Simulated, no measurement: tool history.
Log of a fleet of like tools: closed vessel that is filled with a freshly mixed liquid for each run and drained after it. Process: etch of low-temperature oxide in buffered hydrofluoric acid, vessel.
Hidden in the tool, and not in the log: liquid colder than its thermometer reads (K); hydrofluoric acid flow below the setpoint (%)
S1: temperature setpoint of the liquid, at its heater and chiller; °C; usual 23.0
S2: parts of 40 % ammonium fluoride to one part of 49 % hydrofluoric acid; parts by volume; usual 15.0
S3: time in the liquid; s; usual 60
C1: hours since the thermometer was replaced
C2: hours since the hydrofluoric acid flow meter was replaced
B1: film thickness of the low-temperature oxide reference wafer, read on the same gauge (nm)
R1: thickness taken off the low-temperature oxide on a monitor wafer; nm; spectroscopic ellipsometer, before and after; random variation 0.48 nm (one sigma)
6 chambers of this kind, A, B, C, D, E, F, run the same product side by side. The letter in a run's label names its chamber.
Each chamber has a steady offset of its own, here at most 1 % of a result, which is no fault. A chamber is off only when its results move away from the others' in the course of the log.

run	hour	S1	S2	S3	C1	C2	B1	R1
1B	10.9	23.0	15.0	60	2060.5	1513.1	60.065	93.766
2F	17.8	23.0	15.0	60	337.9	388.2	59.978	95.352
3A	24.6	23.0	15.0	60	1435.2	184.7	60.019	95.513
# hour 34.3: chamber B: hydrofluoric acid flow meter replaced
4E	38.4	23.0	15.0	60	396.6	1296.3	60.017	95.080
5D	45.7	23.0	15.0	60	806.7	521.7	60.044	94.006
6C	57.9	26.5	11.0	60	2045.3	65.2	59.982	155.710
7A	66.8	26.5	11.0	60	1477.4	226.9	59.985	154.770
8B	76.5	26.5	11.0	60	2126.1	42.2	60.054	153.580
9F	88.8	26.5	11.0	60	408.9	459.2	60.011	155.020
10C	103.3	26.5	11.0	60	2090.7	110.6	59.980	156.940
11D	113.0	26.5	11.0	60	874.0	589.0	59.955	155.890
12E	122.7	23.0	15.0	60	480.9	1380.6	60.030	93.525
13F	129.8	23.0	15.0	60	449.9	500.2	59.999	94.902
14D	141.1	23.0	13.0	60	902.1	617.1	59.961	109.140
15E	149.0	23.0	13.0	60	507.2	1406.9	59.954	108.610
16B	162.8	23.0	13.0	60	2212.4	128.5	59.958	108.740
17C	173.4	23.0	13.0	60	2160.8	180.7	59.981	109.610
18A	181.3	23.0	13.0	60	1591.9	341.4	60.040	108.620
19B	194.3	23.0	13.0	60	2243.9	160.0	59.971	109.850
20C	208.9	23.0	15.0	60	2196.3	216.2	60.013	95.579
21D	218.9	23.0	15.0	60	979.9	694.9	60.015	94.516
22E	226.4	23.0	15.0	60	584.6	1484.3	60.022	94.271
23F	234.6	23.0	15.0	60	554.7	605.0	60.038	95.432
24A	244.8	23.0	15.0	60	1655.4	404.9	59.991	92.863
25D	255.6	23.0	15.0	60	1016.6	731.6	60.028	94.499
26C	270.8	23.0	15.0	60	2258.2	278.1	59.977	95.986
27B	280.3	23.0	20.5	60	2329.9	246.0	60.008	69.690
28F	287.8	23.0	20.5	60	607.9	658.2	59.972	70.036
29E	301.4	23.0	20.5	60	659.6	1559.3	59.989	70.934
30A	315.5	23.0	20.5	60	1726.1	475.6	60.000	68.391
31F	322.7	23.0	20.5	60	642.8	693.1	60.028	70.123
# hour 329.3: chamber B: thermometer replaced
32C	335.3	23.0	20.5	60	2322.7	342.6	60.019	71.132
33E	342.0	23.0	15.0	60	700.2	1599.9	60.020	95.054
34D	349.3	23.0	15.0	60	1110.3	825.3	60.014	94.311
35A	358.7	23.0	15.0	60	1769.3	518.8	59.992	90.639
36B	365.9	23.0	15.0	60	36.6	331.6	60.013	94.657
# hour 376.8: chamber E: thermometer replaced
37B	379.4	23.0	15.0	60	50.1	345.1	59.966	94.449
38F	392.2	23.0	15.0	60	712.3	762.6	60.019	94.307
39A	400.6	23.0	15.0	60	1811.2	560.7	60.026	89.548
40E	415.4	27.0	11.5	60	38.6	1673.3	59.945	151.780
41D	422.1	27.0	11.5	60	1183.1	898.1	60.051	152.050

What goes on in this fleet: one chamber off, a drifting gauge, or nothing beyond the chambers' own small offsets? Name the chamber and the cause, if any.

Chamber A drifts away from the others.
Cause: liquid colder than its thermometer reads (K) = 1.26.
The log may not tell that from: hydrofluoric acid flow below the setpoint (%).

Here are 4 candidates for chamber A's next run, each the usual settings with a change, their results left as question marks. Which one brings its results back in line with what the others give on the usual settings?
In line means no further than this from the other chambers' mean on the usual settings: R1 1.700 nm
42A-1	433.0	23.5	15.0	60				?
42A-2	433.0	22.5	15.0	60				?
42A-3	433.0	24.0	15.0	60				?
42A-4	433.0	22.5	15.5	60				?

The other chambers' mean on the usual settings: R1 94.913 nm
run	R1
42A-1	91.599
42A-2	86.707
42A-3	94.160
42A-4	83.958
42A-3 brings the chamber back in line.

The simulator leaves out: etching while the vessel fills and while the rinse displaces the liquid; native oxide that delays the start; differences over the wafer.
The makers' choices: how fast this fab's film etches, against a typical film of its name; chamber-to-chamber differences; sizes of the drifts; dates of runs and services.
